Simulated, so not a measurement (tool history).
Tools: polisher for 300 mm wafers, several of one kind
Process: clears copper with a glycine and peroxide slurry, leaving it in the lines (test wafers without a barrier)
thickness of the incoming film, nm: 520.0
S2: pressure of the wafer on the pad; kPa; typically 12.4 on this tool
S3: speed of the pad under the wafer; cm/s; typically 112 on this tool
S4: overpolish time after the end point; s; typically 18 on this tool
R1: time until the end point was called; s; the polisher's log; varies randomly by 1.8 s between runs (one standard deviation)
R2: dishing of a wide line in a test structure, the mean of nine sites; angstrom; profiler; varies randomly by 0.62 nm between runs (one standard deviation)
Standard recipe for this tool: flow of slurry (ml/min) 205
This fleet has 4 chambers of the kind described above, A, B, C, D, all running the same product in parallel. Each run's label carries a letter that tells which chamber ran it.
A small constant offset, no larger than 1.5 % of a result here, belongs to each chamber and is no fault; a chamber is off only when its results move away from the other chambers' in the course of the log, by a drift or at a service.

{"run": "1A", "hour": 14.7, "flow of slurry (ml/min)": 205, "S2": 12.4, "S3": 112, "S4": 18, "R1": 140.48, "R2": 435.03}
{"hour": 14.9, "done": "chamber B: worn pad replaced by a new one"}
{"run": "2C", "hour": 21.9, "flow of slurry (ml/min)": 205, "S2": 12.4, "S3": 112, "S4": 18, "R1": 144.41, "R2": 429.46}
{"hour": 33.5, "done": "chamber A: worn pad replaced by a new one"}
{"run": "3B", "hour": 33.5, "flow of slurry (ml/min)": 205, "S2": 12.4, "S3": 112, "S4": 18, "R1": 143.73, "R2": 425.04}
{"hour": 43.4, "done": "chamber D: worn pad replaced by a new one"}
{"run": "4D", "hour": 47.8, "flow of slurry (ml/min)": 205, "S2": 12.4, "S3": 112, "S4": 18, "R1": 141.12, "R2": 429.43}
{"run": "5A", "hour": 62.0, "flow of slurry (ml/min)": 205, "S2": 12.4, "S3": 112, "S4": 18, "R1": 144.78, "R2": 430.1}
{"hour": 68.7, "done": "chamber C: worn pad replaced by a new one"}
{"run": "6B", "hour": 70.2, "flow of slurry (ml/min)": 250, "S2": 12.4, "S3": 76, "S4": 18, "R1": 181.91, "R2": 347.86}
{"run": "7D", "hour": 77.8, "flow of slurry (ml/min)": 250, "S2": 12.4, "S3": 76, "S4": 18, "R1": 181.77, "R2": 339.63}
{"hour": 85.3, "done": "chamber B: head pressure recalibrated"}
{"run": "8C", "hour": 87.0, "flow of slurry (ml/min)": 250, "S2": 12.4, "S3": 76, "S4": 18, "R1": 187.0, "R2": 347.81}
{"run": "9B", "hour": 95.0, "flow of slurry (ml/min)": 250, "S2": 12.4, "S3": 76, "S4": 18, "R1": 183.39, "R2": 344.02}
{"run": "10C", "hour": 102.3, "flow of slurry (ml/min)": 240, "S2": 12.4, "S3": 128, "S4": 18, "R1": 125.8, "R2": 459.85}
{"hour": 103.1, "done": "chamber B: slurry nozzle cleaned"}
{"run": "11D", "hour": 113.1, "flow of slurry (ml/min)": 240, "S2": 12.4, "S3": 128, "S4": 18, "R1": 122.28, "R2": 471.23}
{"run": "12A", "hour": 123.0, "flow of slurry (ml/min)": 240, "S2": 12.4, "S3": 128, "S4": 18, "R1": 128.46, "R2": 480.58}
{"hour": 124.0, "done": "chamber A: worn pad replaced by a new one"}
{"run": "13A", "hour": 132.8, "flow of slurry (ml/min)": 240, "S2": 12.4, "S3": 128, "S4": 18, "R1": 127.64, "R2": 482.81}
{"run": "14D", "hour": 147.0, "flow of slurry (ml/min)": 205, "S2": 12.4, "S3": 112, "S4": 18, "R1": 143.84, "R2": 426.02}
{"hour": 147.1, "done": "chamber C: slurry nozzle cleaned"}
{"run": "15B", "hour": 153.9, "flow of slurry (ml/min)": 205, "S2": 12.4, "S3": 112, "S4": 18, "R1": 139.29, "R2": 421.09}
{"run": "16C", "hour": 165.1, "flow of slurry (ml/min)": 205, "S2": 12.4, "S3": 112, "S4": 18, "R1": 144.27, "R2": 422.11}
{"run": "17B", "hour": 172.3, "flow of slurry (ml/min)": 205, "S2": 12.4, "S3": 112, "S4": 18, "R1": 139.56, "R2": 425.78}
{"hour": 172.5, "done": "chamber C: head pressure recalibrated"}
{"run": "18A", "hour": 179.4, "flow of slurry (ml/min)": 205, "S2": 12.4, "S3": 112, "S4": 18, "R1": 140.71, "R2": 435.72}
{"hour": 179.9, "done": "chamber C: worn pad replaced by a new one"}
{"hour": 191.1, "done": "chamber A: slurry nozzle cleaned"}
{"run": "19D", "hour": 193.3, "flow of slurry (ml/min)": 205, "S2": 12.4, "S3": 112, "S4": 18, "R1": 139.39, "R2": 434.39}
{"run": "20C", "hour": 201.2, "flow of slurry (ml/min)": 205, "S2": 12.4, "S3": 112, "S4": 18, "R1": 141.26, "R2": 421.63}
{"hour": 207.2, "done": "chamber A: worn pad replaced by a new one"}
{"run": "21A", "hour": 211.2, "flow of slurry (ml/min)": 205, "S2": 12.4, "S3": 112, "S4": 18, "R1": 141.03, "R2": 440.9}
{"hour": 215.6, "done": "chamber A: head pressure recalibrated"}
{"run": "22C", "hour": 221.2, "flow of slurry (ml/min)": 205, "S2": 12.4, "S3": 112, "S4": 18, "R1": 140.2, "R2": 422.69}
{"run": "23B", "hour": 234.4, "flow of slurry (ml/min)": 205, "S2": 12.4, "S3": 112, "S4": 18, "R1": 143.11, "R2": 419.95}
{"hour": 238.3, "done": "chamber B: worn pad replaced by a new one"}
{"run": "24D", "hour": 247.2, "flow of slurry (ml/min)": 205, "S2": 12.4, "S3": 112, "S4": 18, "R1": 140.22, "R2": 423.82}
{"run": "25A", "hour": 254.9, "flow of slurry (ml/min)": 205, "S2": 12.4, "S3": 112, "S4": 18, "R1": 145.65, "R2": 445.93}
{"hour": 262.0, "done": "chamber D: worn pad replaced by a new one"}
{"run": "26D", "hour": 268.6, "flow of slurry (ml/min)": 205, "S2": 12.4, "S3": 112, "S4": 18, "R1": 140.53, "R2": 429.45}
{"run": "27C", "hour": 278.0, "flow of slurry (ml/min)": 205, "S2": 12.4, "S3": 112, "S4": 18, "R1": 143.03, "R2": 427.01}
{"hour": 286.8, "done": "chamber C: worn pad replaced by a new one"}
{"hour": 289.0, "done": "chamber A: worn pad replaced by a new one"}
{"run": "28B", "hour": 291.1, "flow of slurry (ml/min)": 205, "S2": 12.4, "S3": 112, "S4": 18, "R1": 143.67, "R2": 426.06}
{"run": "29A", "hour": 298.2, "flow of slurry (ml/min)": 205, "S2": 12.4, "S3": 112, "S4": 18, "R1": 145.48, "R2": 423.21}
{"run": "30C", "hour": 313.1, "flow of slurry (ml/min)": 205, "S2": 12.4, "S3": 150, "S4": 9, "R1": 109.29, "R2": 280.01}
{"hour": 319.2, "done": "chamber B: slurry nozzle cleaned"}
{"run": "31B", "hour": 322.1, "flow of slurry (ml/min)": 205, "S2": 12.4, "S3": 150, "S4": 9, "R1": 114.97, "R2": 282.22}
{"run": "32D", "hour": 328.7, "flow of slurry (ml/min)": 205, "S2": 12.4, "S3": 150, "S4": 9, "R1": 110.88, "R2": 286.83}
{"run": "33D", "hour": 341.9, "flow of slurry (ml/min)": 205, "S2": 12.4, "S3": 150, "S4": 9, "R1": 110.09, "R2": 284.88}
{"run": "34B", "hour": 354.8, "flow of slurry (ml/min)": 205, "S2": 12.4, "S3": 112, "S4": 18, "R1": 139.6, "R2": 426.06}
{"run": "35C", "hour": 361.9, "flow of slurry (ml/min)": 205, "S2": 12.4, "S3": 112, "S4": 18, "R1": 142.44, "R2": 439.62}
{"run": "36A", "hour": 371.1, "flow of slurry (ml/min)": 205, "S2": 12.4, "S3": 112, "S4": 18, "R1": 145.02, "R2": 440.3}
{"run": "37B", "hour": 382.4, "flow of slurry (ml/min)": 205, "S2": 12.4, "S3": 98, "S4": 8, "R1": 158.11, "R2": 191.92}
{"hour": 395.2, "done": "chamber C: worn pad replaced by a new one"}
{"run": "38C", "hour": 395.3, "flow of slurry (ml/min)": 205, "S2": 12.4, "S3": 98, "S4": 8, "R1": 158.72, "R2": 191.74}

What goes on in this fleet: one chamber off, a drifting gauge, or nothing beyond the chambers' own small offsets? Name the chamber and the cause, if any.

No chamber stands off beyond its own small offset, and the gauge holds steady.
